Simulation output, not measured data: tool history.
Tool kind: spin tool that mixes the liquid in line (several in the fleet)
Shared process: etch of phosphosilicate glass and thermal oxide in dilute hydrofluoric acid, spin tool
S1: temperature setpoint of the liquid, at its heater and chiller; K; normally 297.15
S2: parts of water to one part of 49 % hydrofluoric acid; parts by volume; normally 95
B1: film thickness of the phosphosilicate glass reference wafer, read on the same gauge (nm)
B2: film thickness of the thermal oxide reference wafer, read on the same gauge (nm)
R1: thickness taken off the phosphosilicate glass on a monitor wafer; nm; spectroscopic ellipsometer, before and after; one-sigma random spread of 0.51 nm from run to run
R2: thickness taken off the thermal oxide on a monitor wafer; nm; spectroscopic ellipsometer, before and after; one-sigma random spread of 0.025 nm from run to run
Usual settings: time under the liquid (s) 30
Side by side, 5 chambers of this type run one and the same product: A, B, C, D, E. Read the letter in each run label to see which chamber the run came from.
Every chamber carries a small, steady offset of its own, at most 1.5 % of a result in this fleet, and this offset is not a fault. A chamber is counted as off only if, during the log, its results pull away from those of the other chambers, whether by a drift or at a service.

Run 1E, hour 8.6: usual settings; B1 29.989; B2 29.998. Result: R1 57.212 nm, R2 1.4699 nm.
Run 2B, hour 20.2: usual settings; B1 29.992; B2 29.992. Result: R1 57.339 nm, R2 1.5223 nm.
Run 3D, hour 31.3: usual settings; B1 30.012; B2 30.002. Result: R1 56.908 nm, R2 1.5319 nm.
Run 4C, hour 41: usual settings; B1 30.019; B2 29.995. Result: R1 57.184 nm, R2 1.508 nm.
Run 5A, hour 52.7: usual settings; B1 29.946; B2 30.022. Result: R1 57.385 nm, R2 1.5143 nm.
Run 6E, hour 66.5: usual settings but S2 140 parts by volume; B1 29.973; B2 29.997. Result: R1 36.584 nm, R2 0.98067 nm.
At hour 74.4: chamber B: hydrofluoric acid flow meter replaced.
Run 7C, hour 77.9: usual settings but S2 140 parts by volume; B1 30; B2 29.998. Result: R1 37.017 nm, R2 0.94534 nm.
Run 8B, hour 92.7: usual settings but S2 140 parts by volume; B1 30.002; B2 29.995. Result: R1 37.015 nm, R2 0.97457 nm.
Run 9D, hour 103.4: usual settings but S2 140 parts by volume; B1 30.011; B2 29.966. Result: R1 36.874 nm, R2 0.9877 nm.
Run 10A, hour 117: usual settings but S2 140 parts by volume; B1 29.996; B2 30.024. Result: R1 37.181 nm, R2 0.96529 nm.
Run 11A, hour 128.5: usual settings; B1 30.026; B2 29.978. Result: R1 57.369 nm, R2 1.5507 nm.
Run 12C, hour 138.4: usual settings; B1 29.999; B2 30. Result: R1 56.624 nm, R2 1.5209 nm.
Run 13D, hour 147.5: usual settings; B1 29.985; B2 29.988. Result: R1 56.927 nm, R2 1.5579 nm.
Run 14B, hour 159: usual settings; B1 30; B2 29.98. Result: R1 57.273 nm, R2 1.5258 nm.
Run 15E, hour 173.7: usual settings; B1 30.001; B2 29.977. Result: R1 57.458 nm, R2 1.4764 nm.
Run 16D, hour 184.1: usual settings; B1 30.019; B2 30.02. Result: R1 56.912 nm, R2 1.5507 nm.
Run 17E, hour 195.1: usual settings; B1 30.007; B2 30.026. Result: R1 57.457 nm, R2 1.5077 nm.
At hour 195.4: chamber E: thermometer replaced.
Run 18B, hour 201.9: usual settings; B1 30.015; B2 29.989. Result: R1 57.829 nm, R2 1.5036 nm.
Run 19A, hour 213.6: usual settings; B1 29.997; B2 30.033. Result: R1 58.021 nm, R2 1.5144 nm.
Run 20C, hour 220.7: usual settings; B1 30.042; B2 30.012. Result: R1 57.039 nm, R2 1.4972 nm.
Run 21D, hour 231.9: usual settings; B1 29.998; B2 29.989. Result: R1 56.639 nm, R2 1.4861 nm.
Run 22A, hour 240.4: usual settings; B1 30.011; B2 29.99. Result: R1 57.986 nm, R2 1.4962 nm.
Run 23C, hour 251.7: usual settings; B1 30.004; B2 30.002. Result: R1 56.273 nm, R2 1.5043 nm.
Run 24E, hour 265: usual settings; B1 30.001; B2 29.995. Result: R1 57.739 nm, R2 1.5112 nm.
Run 25B, hour 278.7: usual settings but S2 130 parts by volume; B1 29.998; B2 30.022. Result: R1 40.958 nm, R2 1.0874 nm.
Run 26E, hour 293.5: usual settings but S2 130 parts by volume; B1 29.998; B2 29.99. Result: R1 40.478 nm, R2 1.0597 nm.
Run 27C, hour 306.8: usual settings but S2 130 parts by volume; B1 30.04; B2 30.017. Result: R1 39.698 nm, R2 1.0834 nm.
Run 28B, hour 317.4: usual settings but S2 130 parts by volume; B1 30.002; B2 30.038. Result: R1 40.056 nm, R2 1.032 nm.
Run 29A, hour 329.8: usual settings but S2 130 parts by volume; B1 30; B2 30.021. Result: R1 39.456 nm, R2 1.0444 nm.
Run 30D, hour 336.8: usual settings; B1 30.011; B2 29.993. Result: R1 56.563 nm, R2 1.4937 nm.
At hour 342.7: chamber D: hydrofluoric acid flow meter replaced.
Run 31B, hour 345.2: usual settings but time under the liquid (s) 45; B1 30.007; B2 30.027. Result: R1 85.207 nm, R2 2.2916 nm.
Run 32C, hour 354.9: usual settings but time under the liquid (s) 45; B1 29.993; B2 30.017. Result: R1 84.387 nm, R2 2.3238 nm.
Run 33E, hour 363.7: usual settings but time under the liquid (s) 45; B1 30.045; B2 29.987. Result: R1 85.986 nm, R2 2.2633 nm.
Run 34A, hour 373.7: usual settings but time under the liquid (s) 45; B1 29.99; B2 29.981. Result: R1 86.732 nm, R2 2.2913 nm.
Run 35D, hour 383.8: usual settings but time under the liquid (s) 45; B1 30.007; B2 30.01. Result: R1 86.193 nm, R2 2.323 nm.

All chambers now run identical settings, listed one chamber a line with results as question marks. What results will each chamber show?
Run 36A, hour 394.7: usual settings. Result: R1 ?, R2 ?.
Run 36B, hour 394.7: usual settings. Result: R1 ?, R2 ?.
Run 36C, hour 394.7: usual settings. Result: R1 ?, R2 ?.
Run 36D, hour 394.7: usual settings. Result: R1 ?, R2 ?.
Run 36E, hour 394.7: usual settings. Result: R1 ?, R2 ?.

run      R1      R2
36A  57.233  1.5255
36B  57.794  1.5358
36C  56.639  1.5216
36D  57.542    1.54
36E   57.25  1.4908
